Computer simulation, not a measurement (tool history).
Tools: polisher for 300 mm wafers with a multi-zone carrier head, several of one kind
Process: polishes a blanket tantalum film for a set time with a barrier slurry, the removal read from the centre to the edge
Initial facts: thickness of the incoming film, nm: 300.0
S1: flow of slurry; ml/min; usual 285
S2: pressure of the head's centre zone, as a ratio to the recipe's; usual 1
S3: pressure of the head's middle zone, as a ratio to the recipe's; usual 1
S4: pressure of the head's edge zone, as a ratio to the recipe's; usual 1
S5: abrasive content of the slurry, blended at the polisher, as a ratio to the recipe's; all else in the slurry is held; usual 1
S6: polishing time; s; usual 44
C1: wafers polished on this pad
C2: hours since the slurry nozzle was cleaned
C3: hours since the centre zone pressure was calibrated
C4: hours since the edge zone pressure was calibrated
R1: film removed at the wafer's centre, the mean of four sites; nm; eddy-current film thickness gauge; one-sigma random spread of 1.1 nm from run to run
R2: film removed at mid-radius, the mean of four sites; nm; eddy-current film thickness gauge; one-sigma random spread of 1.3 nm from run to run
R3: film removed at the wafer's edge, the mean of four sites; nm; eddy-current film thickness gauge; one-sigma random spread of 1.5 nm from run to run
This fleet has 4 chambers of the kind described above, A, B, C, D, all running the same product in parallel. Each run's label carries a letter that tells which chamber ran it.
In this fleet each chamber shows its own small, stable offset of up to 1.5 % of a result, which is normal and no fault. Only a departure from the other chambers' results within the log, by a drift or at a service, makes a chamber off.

run	day	S1	S2	S3	S4	S5	S6	C1	C2	C3	C4	R1	R2	R3
1D	0.129	285	1	1	1	1	44	801	131.2	261.2	281.9	118.68	120.91	117.54
# day 0.229: chamber B: edge zone pressure recalibrated
2C	0.333	285	1	1	1	1	44	917	384.2	469.6	572.3	121.07	119.54	119.17
3B	0.521	285	1	1	1	1	44	776	497.6	539.6	7.1	119.57	117.43	121.47
4A	0.721	285	1	1	1	1	44	825	555.4	187.1	567.8	119.51	116.78	117.79
5B	0.858	285	1	1	1	1	44	831	505.7	547.7	15.2	118.32	116.34	121.43
6D	1.004	285	1	1	1	1	44	942	152.2	282.2	302.9	117.01	121.12	120
# day 1.104: chamber A: worn pad replaced by a new one
7C	1.179	285	1	1	1	1	44	1053	404.5	489.9	592.6	120.16	119.45	117.7
8A	1.3	285	1	1	1	1	44	31	569.3	201	581.7	117.58	117.15	115.66
9B	1.479	285	1	1	1	1	44	930	520.6	562.6	30.1	118.64	117.14	118.16
10D	1.608	285	1	1	1	1	44	1039	166.7	296.7	317.4	115.98	120.45	115.63
# day 1.629: chamber B: slurry nozzle cleaned
# day 1.771: chamber B: worn pad replaced by a new one
11C	1.792	285	1	1	1	1	44	1151	419.2	504.6	607.3	117.82	119.18	115.76
12A	1.95	215	1	1	1	1	52	136	584.9	216.6	597.3	132.43	133.64	134.36
13C	2.083	215	1	1	1	1	52	1198	426.2	511.6	614.3	133.25	134.42	136.44
# day 2.108: chamber D: centre zone pressure recalibrated
14B	2.212	215	1	1	1	1	52	71	14	580.2	47.7	137.16	133.56	139.54
15D	2.358	215	1	1	1	1	52	1160	184.7	6.1	335.4	125.87	137.99	138.17
16A	2.533	285	1	1	1	1	44	229	598.9	230.6	611.3	117.72	115.14	117.54
17A	2.629	285	1	1	1	0.85	44	245	601.2	232.9	613.6	112.36	109.5	112.61
18C	2.733	285	1	1	1	0.85	44	1303	441.8	527.2	629.9	111.73	113.64	110.96
19B	2.879	285	1	1	1	0.85	44	178	30	596.2	63.7	113.93	113.83	115.91
# day 3.017: chamber C: worn pad replaced by a new one
20D	3.075	285	1	1	1	0.85	44	1275	201.9	23.3	352.6	104.04	115.41	111.81
# day 3.179: chamber D: worn pad replaced by a new one
21C	3.279	285	1	1	1	1	44	42	454.9	540.3	643	117.19	121.87	117.59
22D	3.467	285	1	1	1	1	44	46	211.3	32.7	362	110.53	120.13	119.13
23B	3.658	285	0.91	1	1	1	44	304	48.7	614.9	82.4	107.99	117.34	120.67
24A	3.8	285	0.91	1	1	1	44	433	629.3	261	641.7	106.66	116	115.32
# day 3.896: chamber B: centre zone pressure recalibrated
25B	3.954	285	0.91	1	1	1	44	351	55.8	1.4	89.5	105.78	117.02	116.07
26C	4.108	285	0.91	1	1	1	44	175	474.8	560.2	662.9	107.65	121.48	119.32

Which is it: a chamber that has drifted or been left off by a service, a gauge drift common to all chambers, or only each chamber's usual small offset? If a chamber is off, name it and its likeliest cause.

The work done on chamber D during a service left it standing apart from the others.
Most likely cause: centre zone's pressure below its setpoint, % = 5.62.

Here are 4 candidates for chamber D's next run, each the usual settings with a change, their results left as question marks. Which one brings its results back in line with what the others give on the usual settings?
In line means no further than this from the other chambers' mean on the usual settings: R1 4 nm; R2 4.5 nm; R3 5.3 nm
27D-1	4.258	280	0.88	1.05	1.03	1	44					?	?	?
27D-2	4.258	290	1.06	0.97	0.99	1	44					?	?	?
27D-3	4.258	290	1.12	0.95	0.97	1	44					?	?	?
27D-4	4.258	280	0.94	1.03	1.01	1	44					?	?	?

Mean of the other chambers on the usual settings: R1 118.3 nm; R2 117.52 nm; R3 118.28 nm
run	R1	R2	R3
27D-1	95.261	125.43	120.87
27D-2	117.49	117.03	118.83
27D-3	124.77	114.82	117.61
27D-4	102.52	123.21	119.66
The right change is 27D-2: it brings the chamber back within the allowed miss of the others.
